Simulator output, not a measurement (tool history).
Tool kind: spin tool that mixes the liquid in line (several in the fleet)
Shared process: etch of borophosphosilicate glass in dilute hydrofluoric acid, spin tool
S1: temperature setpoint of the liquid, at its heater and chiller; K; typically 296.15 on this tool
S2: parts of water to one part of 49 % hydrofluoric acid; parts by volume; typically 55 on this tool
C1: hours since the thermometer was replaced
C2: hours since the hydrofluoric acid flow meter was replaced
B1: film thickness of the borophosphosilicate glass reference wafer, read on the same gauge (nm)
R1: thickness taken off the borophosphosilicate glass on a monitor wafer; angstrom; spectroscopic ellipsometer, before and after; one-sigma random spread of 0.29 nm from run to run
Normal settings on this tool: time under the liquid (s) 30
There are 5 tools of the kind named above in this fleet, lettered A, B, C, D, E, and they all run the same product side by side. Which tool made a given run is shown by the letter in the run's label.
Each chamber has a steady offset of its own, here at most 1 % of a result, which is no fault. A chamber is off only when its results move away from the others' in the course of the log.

Run 1C, day 0.092: usual settings; C1 112.8; C2 1366.1; B1 49.991. Result: R1 336.67 angstrom.
Run 2E, day 0.262: usual settings; C1 351.5; C2 1833.7; B1 49.970. Result: R1 330.01 angstrom.
Run 3D, day 0.350: usual settings; C1 1199.9; C2 396.9; B1 49.986. Result: R1 335.01 angstrom.
Run 4A, day 0.512: usual settings; C1 1213.1; C2 359.6; B1 50.025. Result: R1 332.08 angstrom.
Run 5B, day 0.696: usual settings; C1 247.0; C2 1951.7; B1 49.986. Result: R1 335.80 angstrom.
Run 6E, day 0.829: usual settings; C1 365.1; C2 1847.3; B1 50.003. Result: R1 330.23 angstrom.
Run 7B, day 1.004: usual settings; C1 254.4; C2 1959.1; B1 50.008. Result: R1 337.98 angstrom.
At day 1.012: chamber C: hydrofluoric acid flow meter replaced.
Run 8D, day 1.162: usual settings but S2 75 parts by volume, time under the liquid (s) 15; C1 1219.4; C2 416.4; B1 50.007. Result: R1 120.00 angstrom.
Run 9A, day 1.317: usual settings but S2 75 parts by volume, time under the liquid (s) 15; C1 1232.4; C2 378.9; B1 49.996. Result: R1 119.57 angstrom.
Run 10C, day 1.458: usual settings but S2 75 parts by volume, time under the liquid (s) 15; C1 145.6; C2 10.8; B1 50.009. Result: R1 119.40 angstrom.
Run 11B, day 1.617: usual settings but S2 75 parts by volume, time under the liquid (s) 15; C1 269.1; C2 1973.8; B1 50.000. Result: R1 119.35 angstrom.
Run 12C, day 1.704: usual settings but S2 75 parts by volume, time under the liquid (s) 15; C1 151.5; C2 16.7; B1 50.026. Result: R1 121.02 angstrom.
Run 13D, day 1.867: usual settings; C1 1236.3; C2 433.3; B1 49.996. Result: R1 334.91 angstrom.
Run 14E, day 1.962: usual settings; C1 392.3; C2 1874.5; B1 50.025. Result: R1 334.54 angstrom.
Run 15A, day 2.054: usual settings but time under the liquid (s) 50; C1 1250.1; C2 396.6; B1 49.983. Result: R1 557.25 angstrom.
Run 16E, day 2.142: usual settings but time under the liquid (s) 50; C1 396.6; C2 1878.8; B1 50.013. Result: R1 561.91 angstrom.
Run 17A, day 2.271: usual settings but time under the liquid (s) 50; C1 1255.3; C2 401.8; B1 50.001. Result: R1 556.04 angstrom.
Run 18D, day 2.429: usual settings but time under the liquid (s) 50; C1 1249.8; C2 446.8; B1 49.987. Result: R1 553.98 angstrom.
Run 19C, day 2.533: usual settings but time under the liquid (s) 50; C1 171.4; C2 36.6; B1 49.978. Result: R1 558.71 angstrom.
Run 20B, day 2.667: usual settings; C1 294.3; C2 1999.0; B1 50.029. Result: R1 332.65 angstrom.
Run 21C, day 2.829: usual settings; C1 178.5; C2 43.7; B1 50.005. Result: R1 336.57 angstrom.
Run 22B, day 2.988: usual settings; C1 302.0; C2 2006.7; B1 49.994. Result: R1 332.90 angstrom.
Run 23E, day 3.146: usual settings; C1 420.7; C2 1902.9; B1 49.995. Result: R1 334.92 angstrom.
Run 24A, day 3.279: usual settings; C1 1279.5; C2 426.0; B1 50.016. Result: R1 332.81 angstrom.
Run 25D, day 3.371: usual settings; C1 1272.4; C2 469.4; B1 49.984. Result: R1 333.26 angstrom.
Run 26A, day 3.504: usual settings; C1 1284.9; C2 431.4; B1 49.989. Result: R1 337.05 angstrom.
Run 27C, day 3.596: usual settings but time under the liquid (s) 15; C1 196.9; C2 62.1; B1 49.980. Result: R1 169.83 angstrom.
Run 28B, day 3.692: usual settings but time under the liquid (s) 15; C1 318.9; C2 2023.6; B1 49.970. Result: R1 168.95 angstrom.
Run 29D, day 3.871: usual settings but time under the liquid (s) 15; C1 1284.4; C2 481.4; B1 49.970. Result: R1 170.17 angstrom.
Run 30E, day 3.962: usual settings but time under the liquid (s) 15; C1 440.3; C2 1922.5; B1 50.005. Result: R1 164.61 angstrom.
Run 31E, day 4.108: usual settings but time under the liquid (s) 15; C1 443.8; C2 1926.0; B1 49.988. Result: R1 165.26 angstrom.
Run 32B, day 4.254: usual settings; C1 332.4; C2 2037.1; B1 50.004. Result: R1 338.02 angstrom.
Run 33D, day 4.379: usual settings; C1 1296.6; C2 493.6; B1 50.003. Result: R1 337.14 angstrom.
Run 34C, day 4.512: usual settings; C1 218.9; C2 84.1; B1 49.998. Result: R1 336.35 angstrom.
Run 35A, day 4.688: usual settings; C1 1313.3; C2 459.8; B1 49.989. Result: R1 336.10 angstrom.
Run 36A, day 4.838: usual settings; C1 1316.9; C2 463.4; B1 50.054. Result: R1 330.75 angstrom.
Run 37C, day 4.929: usual settings; C1 228.9; C2 94.1; B1 49.982. Result: R1 337.82 angstrom.
Run 38B, day 5.117: usual settings but time under the liquid (s) 15; C1 353.1; C2 2057.8; B1 50.001. Result: R1 164.80 angstrom.
Run 39D, day 5.242: usual settings but time under the liquid (s) 15; C1 1317.3; C2 514.3; B1 50.032. Result: R1 164.72 angstrom.
Run 40E, day 5.362: usual settings but time under the liquid (s) 15; C1 473.9; C2 1956.1; B1 49.969. Result: R1 167.66 angstrom.
Run 41B, day 5.517: usual settings but time under the liquid (s) 15; C1 362.7; C2 2067.4; B1 50.030. Result: R1 168.17 angstrom.
Run 42A, day 5.658: usual settings but time under the liquid (s) 15; C1 1336.6; C2 483.1; B1 50.002. Result: R1 168.85 angstrom.
Run 43E, day 5.821: usual settings; C1 484.9; C2 1967.1; B1 49.989. Result: R1 337.01 angstrom.
Run 44C, day 5.904: usual settings but S1 299.15 K, S2 45 parts by volume; C1 252.3; C2 117.5; B1 50.021. Result: R1 468.43 angstrom.

All chambers now run identical settings, listed one chamber a line with results as question marks. What results will each chamber show?
Run 45A, day 6.042: usual settings. Result: R1 ?.
Run 45B, day 6.042: usual settings. Result: R1 ?.
Run 45C, day 6.042: usual settings. Result: R1 ?.
Run 45D, day 6.042: usual settings. Result: R1 ?.
Run 45E, day 6.042: usual settings. Result: R1 ?.

run      R1
45A  338.11
45B  334.20
45C  334.93
45D  331.15
45E  330.39

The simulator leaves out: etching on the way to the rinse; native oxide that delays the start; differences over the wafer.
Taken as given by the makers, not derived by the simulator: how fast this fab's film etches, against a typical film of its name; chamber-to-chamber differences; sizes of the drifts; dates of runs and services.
